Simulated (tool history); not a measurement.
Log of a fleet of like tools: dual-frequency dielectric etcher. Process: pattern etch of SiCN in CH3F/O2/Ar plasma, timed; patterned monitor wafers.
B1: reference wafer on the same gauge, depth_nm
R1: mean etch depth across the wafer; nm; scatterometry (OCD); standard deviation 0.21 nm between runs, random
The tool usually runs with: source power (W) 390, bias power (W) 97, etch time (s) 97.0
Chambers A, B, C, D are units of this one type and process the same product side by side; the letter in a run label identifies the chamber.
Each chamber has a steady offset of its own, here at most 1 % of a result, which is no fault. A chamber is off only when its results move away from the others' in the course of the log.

{"run": "1B", "hour": 6.2, "source power (W)": 390, "bias power (W)": 97, "etch time (s)": 97.0, "B1": 33.358, "R1": 40.534}
{"run": "2C", "hour": 17.0, "source power (W)": 390, "bias power (W)": 97, "etch time (s)": 97.0, "B1": 33.288, "R1": 39.808}
{"run": "3D", "hour": 24.8, "source power (W)": 390, "bias power (W)": 97, "etch time (s)": 97.0, "B1": 33.249, "R1": 40.264}
{"run": "4A", "hour": 36.0, "source power (W)": 390, "bias power (W)": 97, "etch time (s)": 97.0, "B1": 33.272, "R1": 40.271}
{"hour": 40.1, "done": "chamber C: bias power generator calibrated"}
{"run": "5B", "hour": 45.3, "source power (W)": 390, "bias power (W)": 97, "etch time (s)": 97.0, "B1": 33.329, "R1": 40.173}
{"run": "6D", "hour": 51.1, "source power (W)": 390, "bias power (W)": 83, "etch time (s)": 79.5, "B1": 33.288, "R1": 31.403}
{"run": "7C", "hour": 62.8, "source power (W)": 390, "bias power (W)": 83, "etch time (s)": 79.5, "B1": 33.308, "R1": 31.031}
{"hour": 66.1, "done": "chamber A: wet clean of the chamber"}
{"run": "8A", "hour": 70.5, "source power (W)": 390, "bias power (W)": 83, "etch time (s)": 79.5, "B1": 33.283, "R1": 31.021}
{"run": "9C", "hour": 79.6, "source power (W)": 390, "bias power (W)": 83, "etch time (s)": 79.5, "B1": 33.306, "R1": 31.006}
{"run": "10B", "hour": 89.9, "source power (W)": 390, "bias power (W)": 97, "etch time (s)": 97.0, "B1": 33.27, "R1": 40.339}
{"run": "11A", "hour": 95.6, "source power (W)": 390, "bias power (W)": 86, "etch time (s)": 109.5, "B1": 33.314, "R1": 43.389}
{"hour": 98.6, "done": "chamber C: source power generator calibrated"}
{"run": "12D", "hour": 105.2, "source power (W)": 390, "bias power (W)": 86, "etch time (s)": 109.5, "B1": 33.312, "R1": 43.852}
{"hour": 107.6, "done": "chamber D: wet clean of the chamber"}
{"run": "13B", "hour": 116.4, "source power (W)": 390, "bias power (W)": 86, "etch time (s)": 109.5, "B1": 33.276, "R1": 43.061}
{"run": "14C", "hour": 122.6, "source power (W)": 390, "bias power (W)": 86, "etch time (s)": 109.5, "B1": 33.273, "R1": 43.274}
{"run": "15A", "hour": 133.3, "source power (W)": 390, "bias power (W)": 97, "etch time (s)": 97.0, "B1": 33.301, "R1": 40.254}
{"run": "16D", "hour": 141.6, "source power (W)": 390, "bias power (W)": 97, "etch time (s)": 97.0, "B1": 33.29, "R1": 40.645}
{"run": "17C", "hour": 150.8, "source power (W)": 390, "bias power (W)": 97, "etch time (s)": 97.0, "B1": 33.276, "R1": 39.828}
{"hour": 156.9, "done": "chamber B: wet clean of the chamber"}
{"run": "18D", "hour": 161.6, "source power (W)": 390, "bias power (W)": 97, "etch time (s)": 97.0, "B1": 33.307, "R1": 40.534}
{"run": "19B", "hour": 171.8, "source power (W)": 390, "bias power (W)": 97, "etch time (s)": 97.0, "B1": 33.24, "R1": 40.383}
{"run": "20A", "hour": 183.3, "source power (W)": 390, "bias power (W)": 97, "etch time (s)": 97.0, "B1": 33.306, "R1": 40.161}
{"run": "21C", "hour": 189.5, "source power (W)": 440, "bias power (W)": 97, "etch time (s)": 97.0, "B1": 33.287, "R1": 41.771}
{"run": "22D", "hour": 201.1, "source power (W)": 440, "bias power (W)": 97, "etch time (s)": 97.0, "B1": 33.357, "R1": 42.544}
{"run": "23A", "hour": 209.4, "source power (W)": 440, "bias power (W)": 97, "etch time (s)": 97.0, "B1": 33.29, "R1": 42.311}
{"run": "24B", "hour": 219.3, "source power (W)": 440, "bias power (W)": 97, "etch time (s)": 97.0, "B1": 33.246, "R1": 42.271}
{"run": "25C", "hour": 224.4, "source power (W)": 450, "bias power (W)": 97, "etch time (s)": 120.0, "B1": 33.288, "R1": 52.494}
{"run": "26A", "hour": 230.1, "source power (W)": 450, "bias power (W)": 97, "etch time (s)": 120.0, "B1": 33.322, "R1": 52.204}
{"run": "27B", "hour": 235.4, "source power (W)": 450, "bias power (W)": 97, "etch time (s)": 120.0, "B1": 33.276, "R1": 52.747}
{"run": "28D", "hour": 246.1, "source power (W)": 450, "bias power (W)": 97, "etch time (s)": 120.0, "B1": 33.33, "R1": 53.201}

For the next run the whole fleet of 4 chambers uses the same settings. Give each chamber's results:
{"run": "29A", "hour": 254.5, "source power (W)": 430, "bias power (W)": 97, "etch time (s)": 97.0, "R1": "?"}
{"run": "29B", "hour": 254.5, "source power (W)": 430, "bias power (W)": 97, "etch time (s)": 97.0, "R1": "?"}
{"run": "29C", "hour": 254.5, "source power (W)": 430, "bias power (W)": 97, "etch time (s)": 97.0, "R1": "?"}
{"run": "29D", "hour": 254.5, "source power (W)": 430, "bias power (W)": 97, "etch time (s)": 97.0, "R1": "?"}

run=29A R1=41.904
run=29B R1=41.886
run=29C R1=41.334
run=29D R1=42.243
